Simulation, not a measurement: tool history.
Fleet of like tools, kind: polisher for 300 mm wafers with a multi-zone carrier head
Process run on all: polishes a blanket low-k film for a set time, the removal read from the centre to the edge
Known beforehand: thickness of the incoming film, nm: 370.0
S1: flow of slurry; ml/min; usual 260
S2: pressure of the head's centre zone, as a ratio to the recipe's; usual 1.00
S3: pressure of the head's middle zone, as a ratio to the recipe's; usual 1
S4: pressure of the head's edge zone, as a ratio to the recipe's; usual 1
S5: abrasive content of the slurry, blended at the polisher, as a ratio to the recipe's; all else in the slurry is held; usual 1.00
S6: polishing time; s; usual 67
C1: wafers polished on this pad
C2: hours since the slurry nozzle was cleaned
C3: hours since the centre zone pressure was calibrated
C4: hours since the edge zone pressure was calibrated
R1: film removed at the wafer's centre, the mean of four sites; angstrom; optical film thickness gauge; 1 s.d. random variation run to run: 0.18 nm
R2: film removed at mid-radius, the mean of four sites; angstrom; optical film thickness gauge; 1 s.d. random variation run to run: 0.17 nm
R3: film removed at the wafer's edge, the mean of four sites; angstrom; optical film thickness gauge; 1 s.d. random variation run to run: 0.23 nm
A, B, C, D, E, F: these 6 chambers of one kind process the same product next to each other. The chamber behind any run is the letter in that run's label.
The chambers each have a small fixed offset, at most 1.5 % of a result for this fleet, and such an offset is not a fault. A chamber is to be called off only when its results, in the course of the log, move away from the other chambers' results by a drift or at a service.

run   hour   S1    S2  S3  S4    S5  S6    C1     C2     C3     C4      R1      R2      R3
       4.1  -- chamber C: worn pad replaced by a new one
 1D    4.2  260  1.00   1   1  1.00  67   667  412.8  228.3  457.9  182.93  181.11  180.31
 2B    8.2  260  1.00   1   1  1.00  67   587  248.9  364.5  290.2  184.83  181.73  180.96
 3A   11.6  260  1.00   1   1  1.00  67  1077  556.2  631.6  207.6  180.99  184.00  178.28
 4E   15.2  260  1.00   1   1  1.00  67   475  535.1  704.4  320.4  181.86  182.95  180.57
 5F   19.8  175  1.06   1   1  1.00  67   719  290.2  343.0  270.4  178.46  172.03  175.85
 6C   22.4  175  1.06   1   1  1.00  67   241  637.4  839.7  425.1  180.78  171.37  172.07
      22.5  -- chamber F: worn pad replaced by a new one
 7D   24.9  175  1.06   1   1  1.00  67   941  433.5  249.0  478.6  182.69  168.85  171.66
      26.3  -- chamber C: slurry nozzle cleaned
 8A   27.4  175  1.06   1   1  1.00  67  1285  572.0  647.4  223.4  180.10  173.00  168.04
      30.4  -- chamber B: worn pad replaced by a new one
 9E   31.9  175  1.06   1   1  1.00  67   695  551.8  721.1  337.1  178.62  169.05  172.97
10B   34.6  175  1.06   1   1  1.00  67    56  275.3  390.9  316.6  185.78  173.19  178.65
      38.7  -- chamber A: worn pad replaced by a new one
11C   38.9  260  1.00   1   1  1.00  67   459   12.6  856.2  441.6  185.00  181.47  176.60
      42.4  -- chamber D: worn pad replaced by a new one
12F   43.6  260  1.00   1   1  1.00  67   279  314.0  366.8  294.2  181.89  181.90  181.67
13D   46.1  260  1.00   1   1  1.00  67    50  454.7  270.2  499.8  178.21  181.13  178.46
14E   49.4  260  1.00   1   1  1.00  67   927  569.3  738.6  354.6  179.02  180.02  182.78
15A   52.0  260  1.00   1   1  1.00  67   175  596.6  672.0  248.0  183.13  183.89  180.55
16F   56.2  260  1.00   1   1  1.00  67   445  326.6  379.4  306.8  181.49  181.03  185.25
17C   59.8  260  1.00   1   1  1.00  67   735   33.5  877.1  462.5  183.20  181.07  178.35
      62.1  -- chamber D: slurry nozzle cleaned
18B   63.9  345  1.00   1   1  1.00  67   443  304.6  420.2  345.9  191.09  186.83  181.67
      67.4  -- chamber B: centre zone pressure recalibrated
19C   68.3  345  1.00   1   1  1.00  67   847   42.0  885.6  471.0  192.03  186.47  183.62
20D   72.9  345  1.00   1   1  1.00  67   403   10.9  297.0  526.6  183.86  182.59  188.41
      76.2  -- chamber F: worn pad replaced by a new one
21F   77.5  345  1.00   1   1  1.00  67    18  347.9  400.7  328.1  187.43  188.09  187.77
      78.6  -- chamber A: slurry nozzle cleaned
22B   80.9  345  1.00   1   1  1.00  67   667  321.6   13.5  362.9  189.08  184.15  186.07
      83.1  -- chamber B: worn pad replaced by a new one
23E   85.9  345  1.00   1   1  1.00  67  1408  605.8  775.1  391.1  176.54  180.63  182.60
      87.2  -- chamber E: worn pad replaced by a new one
      89.0  -- chamber B: slurry nozzle cleaned
24A   89.0  260  1.00   1   1  1.00  67   664   10.5  709.0  285.0  183.81  182.70  182.92
25B   92.4  260  1.00   1   1  1.00  67   122    3.4   25.0  374.4  184.15  179.80  180.84
26F   97.2  260  1.00   1   1  1.00  67   278  367.6  420.4  347.8  181.43  181.59  183.05
27A  102.2  260  1.00   1   1  1.00  67   838   23.7  722.2  298.2  180.17  180.00  179.86
     103.9  -- chamber C: worn pad replaced by a new one
28C  105.1  260  1.06   1   1  1.25  67    16   78.8  922.4  507.8  214.77  197.23  197.83
29E  108.4  260  1.06   1   1  1.25  67   280  628.3  797.6  413.6  200.95  195.20  194.63
30D  112.9  260  1.06   1   1  1.25  67   932   50.9  337.0  566.6  212.22  198.88  197.25
31C  116.1  260  1.06   1   1  1.25  67   161   89.8  933.4  518.8  215.41  201.06  199.92
32D  119.4  260  1.06   1   1  1.25  67  1017   57.4  343.5  573.1  211.85  196.66  200.55
33E  124.4  260  1.06   1   1  1.25  67   492  644.3  813.6  429.6  203.47  190.48  192.37
34A  128.1  260  1.00   1   1  1.00  67  1180   49.6  748.1  324.1  176.44  183.24  184.00
     130.0  -- chamber D: worn pad replaced by a new one
     130.1  -- chamber F: worn pad replaced by a new one
35F  133.0  260  1.00   1   1  1.00  67    39  403.4  456.2  383.6  180.60  181.28  178.97
36B  138.3  260  1.00   1   1  1.00  67   728   49.3   70.9  420.3  184.08  180.58  182.40
37D  142.8  260  1.00   1   1  1.00  67   169   80.8  366.9  596.5  182.09  178.72  182.45
38A  146.8  260  1.00   1   1  1.00  67  1427   68.3  766.8  342.8  178.14  183.57  180.63

Is one chamber out of step, is the gauge drifting, or do the chambers differ by no more than their own small offsets? For an off chamber, give its letter and the likeliest cause.

Little by little, chamber E moves away from the other chambers.
What lies behind it: slurry flow missing at the pad, % = 40.7.

Below are 4 candidate recipes for chamber E's next run, each the usual settings with a change, their results shown as question marks. Which of them brings E's results back in line with what the other chambers give on the usual settings?
Counts as in line when no further than this from what the other chambers average on the usual settings: R1 6.30 angstrom; R2 6.00 angstrom; R3 8.10 angstrom
39E-1  150.7  270  1.03  1.02  0.98  1.00  70                   ?   ?   ?
39E-2  150.7  255  0.99  0.99  1.01  1.00  66                   ?   ?   ?
39E-3  150.7  265  1.01  1.01  0.99  1.00  68                   ?   ?   ?
39E-4  150.7  250  0.97  0.98  1.02  1.00  64                   ?   ?   ?

The mean the other chambers reach with the usual settings: R1 182.08 angstrom; R2 181.32 angstrom; R3 180.47 angstrom
  run      R1      R2      R3
39E-1  180.17  178.81  180.20
39E-2  160.64  162.40  171.37
39E-3  170.61  171.59  175.58
39E-4  151.63  155.46  166.61
39E-1 brings the chamber back in line.
